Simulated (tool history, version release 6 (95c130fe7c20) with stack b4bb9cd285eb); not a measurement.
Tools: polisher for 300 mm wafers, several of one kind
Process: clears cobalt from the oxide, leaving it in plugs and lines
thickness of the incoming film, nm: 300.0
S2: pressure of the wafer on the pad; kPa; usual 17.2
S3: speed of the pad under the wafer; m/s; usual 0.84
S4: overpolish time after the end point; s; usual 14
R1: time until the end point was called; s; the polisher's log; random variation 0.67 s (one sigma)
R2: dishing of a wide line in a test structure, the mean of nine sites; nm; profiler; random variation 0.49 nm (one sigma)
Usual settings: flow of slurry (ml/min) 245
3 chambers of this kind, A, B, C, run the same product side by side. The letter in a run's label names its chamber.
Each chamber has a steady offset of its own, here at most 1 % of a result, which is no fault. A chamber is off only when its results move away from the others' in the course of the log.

At day 0.288: chamber B: slurry nozzle cleaned.
Run 1A, day 0.288: usual settings. Result: R1 57.764 s, R2 46.874 nm.
At day 0.492: chamber C: slurry nozzle cleaned.
Run 2B, day 0.642: usual settings. Result: R1 57.887 s, R2 46.870 nm.
Run 3C, day 0.988: usual settings. Result: R1 57.484 s, R2 46.289 nm.
Run 4C, day 1.283: usual settings. Result: R1 57.788 s, R2 46.319 nm.
At day 1.354: chamber B: worn pad replaced by a new one.
Run 5B, day 1.517: usual settings. Result: R1 58.206 s, R2 46.200 nm.
Run 6A, day 1.779: usual settings. Result: R1 57.510 s, R2 46.296 nm.
Run 7B, day 2.012: usual settings. Result: R1 58.524 s, R2 46.465 nm.
At day 2.133: chamber A: worn pad replaced by a new one.
Run 8A, day 2.279: usual settings but flow of slurry (ml/min) 270, S4 20 s. Result: R1 58.278 s, R2 55.721 nm.
Run 9C, day 2.508: usual settings but flow of slurry (ml/min) 270, S4 20 s. Result: R1 57.340 s, R2 56.347 nm.
At day 2.562: chamber C: worn pad replaced by a new one.
At day 2.758: chamber B: head pressure recalibrated.
Run 10B, day 2.858: usual settings but flow of slurry (ml/min) 270, S4 20 s. Result: R1 58.575 s, R2 55.175 nm.
Run 11C, day 3.083: usual settings. Result: R1 57.452 s, R2 46.569 nm.
Run 12A, day 3.350: usual settings. Result: R1 58.243 s, R2 46.413 nm.
Run 13C, day 3.662: usual settings. Result: R1 57.064 s, R2 45.746 nm.
At day 3.983: chamber B: worn pad replaced by a new one.
Run 14B, day 3.996: usual settings. Result: R1 57.872 s, R2 46.626 nm.
Run 15A, day 4.346: usual settings. Result: R1 56.317 s, R2 45.452 nm.
Run 16A, day 4.704: usual settings. Result: R1 58.980 s, R2 46.461 nm.
Run 17C, day 4.983: usual settings. Result: R1 59.490 s, R2 46.116 nm.
Run 18B, day 5.288: usual settings but flow of slurry (ml/min) 200. Result: R1 60.727 s, R2 45.232 nm.
Run 19A, day 5.579: usual settings but flow of slurry (ml/min) 200. Result: R1 60.221 s, R2 44.954 nm.
At day 5.679: chamber C: worn pad replaced by a new one.
Run 20B, day 5.917: usual settings but flow of slurry (ml/min) 200. Result: R1 59.281 s, R2 45.642 nm.
Run 21C, day 6.104: usual settings. Result: R1 58.378 s, R2 45.638 nm.
Run 22B, day 6.288: usual settings. Result: R1 58.116 s, R2 45.663 nm.
At day 6.442: chamber B: worn pad replaced by a new one.
Run 23C, day 6.629: usual settings. Result: R1 57.813 s, R2 45.838 nm.
Run 24A, day 6.846: usual settings. Result: R1 57.042 s, R2 45.268 nm.
Run 25C, day 7.150: usual settings. Result: R1 57.272 s, R2 47.161 nm.
Run 26B, day 7.338: usual settings but S2 19.3 kPa. Result: R1 52.004 s, R2 50.086 nm.
Run 27A, day 7.650: usual settings but S2 19.3 kPa. Result: R1 50.782 s, R2 49.185 nm.
Run 28B, day 7.962: usual settings but S2 19.3 kPa. Result: R1 51.193 s, R2 49.783 nm.
Run 29A, day 8.129: usual settings. Result: R1 56.682 s, R2 46.120 nm.
Run 30C, day 8.375: usual settings but S4 17 s. Result: R1 58.160 s, R2 52.557 nm.

Next, every chamber runs the same settings. What will each give?
Run 31A, day 8.642: usual settings but S2 20.0 kPa. Result: R1 ?, R2 ?.
Run 31B, day 8.642: usual settings but S2 20.0 kPa. Result: R1 ?, R2 ?.
Run 31C, day 8.642: usual settings but S2 20.0 kPa. Result: R1 ?, R2 ?.

run      R1      R2
31A  49.745  50.522
31B  49.927  50.196
31C  50.211  49.178

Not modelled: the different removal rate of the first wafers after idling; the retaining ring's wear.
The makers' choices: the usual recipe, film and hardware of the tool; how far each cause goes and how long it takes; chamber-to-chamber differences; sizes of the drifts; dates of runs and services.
